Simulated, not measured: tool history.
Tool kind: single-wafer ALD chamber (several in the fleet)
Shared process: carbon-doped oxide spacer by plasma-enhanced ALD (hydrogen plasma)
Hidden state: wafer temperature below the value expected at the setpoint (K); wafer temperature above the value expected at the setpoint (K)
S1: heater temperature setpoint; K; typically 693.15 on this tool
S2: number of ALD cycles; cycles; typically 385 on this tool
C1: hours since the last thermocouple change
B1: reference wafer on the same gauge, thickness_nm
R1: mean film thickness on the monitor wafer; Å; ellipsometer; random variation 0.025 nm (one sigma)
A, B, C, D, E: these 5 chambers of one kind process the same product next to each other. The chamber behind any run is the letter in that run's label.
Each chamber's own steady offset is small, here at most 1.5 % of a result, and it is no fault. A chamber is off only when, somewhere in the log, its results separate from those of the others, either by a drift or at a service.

run 1B hour=5.3 | S1=693.15 S2=385 | C1=1869.5 | B1=19.699 | R1=182.69
run 2D hour=8.7 | S1=693.15 S2=385 | C1=682.9 | B1=19.692 | R1=180.43
run 3E hour=12.0 | S1=693.15 S2=385 | C1=798.2 | B1=19.695 | R1=179.77
run 4C hour=16.3 | S1=693.15 S2=385 | C1=418.4 | B1=19.680 | R1=182.81
run 5A hour=22.2 | S1=693.15 S2=341 | C1=147.3 | B1=19.691 | R1=161.30
run 6A hour=28.2 | S1=693.15 S2=341 | C1=153.3 | B1=19.678 | R1=161.12
run 7E hour=34.6 | S1=693.15 S2=341 | C1=820.8 | B1=19.672 | R1=158.95
run 8D hour=41.3 | S1=693.15 S2=341 | C1=715.5 | B1=19.672 | R1=159.60
run 9B hour=48.0 | S1=693.15 S2=341 | C1=1912.2 | B1=19.667 | R1=161.42
run 10C hour=52.0 | S1=693.15 S2=385 | C1=454.1 | B1=19.662 | R1=182.51
run 11B hour=57.5 | S1=693.15 S2=385 | C1=1921.7 | B1=19.658 | R1=182.27
run 12A hour=61.4 | S1=693.15 S2=385 | C1=186.5 | B1=19.654 | R1=181.96
run 13D hour=65.9 | S1=693.15 S2=385 | C1=740.1 | B1=19.650 | R1=180.80
run 14E hour=69.6 | S1=693.15 S2=385 | C1=855.8 | B1=19.648 | R1=179.61
run 15C hour=76.2 | S1=693.15 S2=385 | C1=478.3 | B1=19.647 | R1=182.39
run 16D hour=80.0 | S1=693.15 S2=385 | C1=754.2 | B1=19.639 | R1=180.42
run 17B hour=83.2 | S1=693.15 S2=385 | C1=1947.4 | B1=19.642 | R1=182.10
run 18A hour=86.8 | S1=687.15 S2=446 | C1=211.9 | B1=19.631 | R1=214.18
run 19E hour=91.9 | S1=687.15 S2=446 | C1=878.1 | B1=19.632 | R1=211.73
run 20C hour=99.0 | S1=687.15 S2=446 | C1=501.1 | B1=19.628 | R1=214.99
run 21A hour=104.0 | S1=687.15 S2=446 | C1=229.1 | B1=19.623 | R1=214.29
run 22B hour=109.8 | S1=687.15 S2=446 | C1=1974.0 | B1=19.619 | R1=215.13
run 23C hour=114.3 | S1=693.15 S2=385 | C1=516.4 | B1=19.621 | R1=182.39
run 24E hour=120.2 | S1=693.15 S2=385 | C1=906.4 | B1=19.618 | R1=179.03
run 25D hour=126.2 | S1=693.15 S2=385 | C1=800.4 | B1=19.617 | R1=180.39
run 26C hour=133.2 | S1=693.15 S2=385 | C1=535.3 | B1=19.602 | R1=182.11
run 27E hour=140.0 | S1=680.15 S2=343 | C1=926.2 | B1=19.606 | R1=166.48
run 28B hour=146.5 | S1=680.15 S2=343 | C1=2010.7 | B1=19.597 | R1=168.30
run 29D hour=152.8 | S1=680.15 S2=343 | C1=827.0 | B1=19.591 | R1=166.92
run 30A hour=157.4 | S1=680.15 S2=343 | C1=282.5 | B1=19.586 | R1=168.48

Has any chamber moved away from the others, gradually or after a service, or does the common gauge drift, or do the chambers differ only by their own small steady offsets? State the chamber and the most likely cause if one applies.

The shared gauge is drifting. All chambers look as if they move in step, but none is off.
Most likely cause: gauge reads low (%) = 0.581.
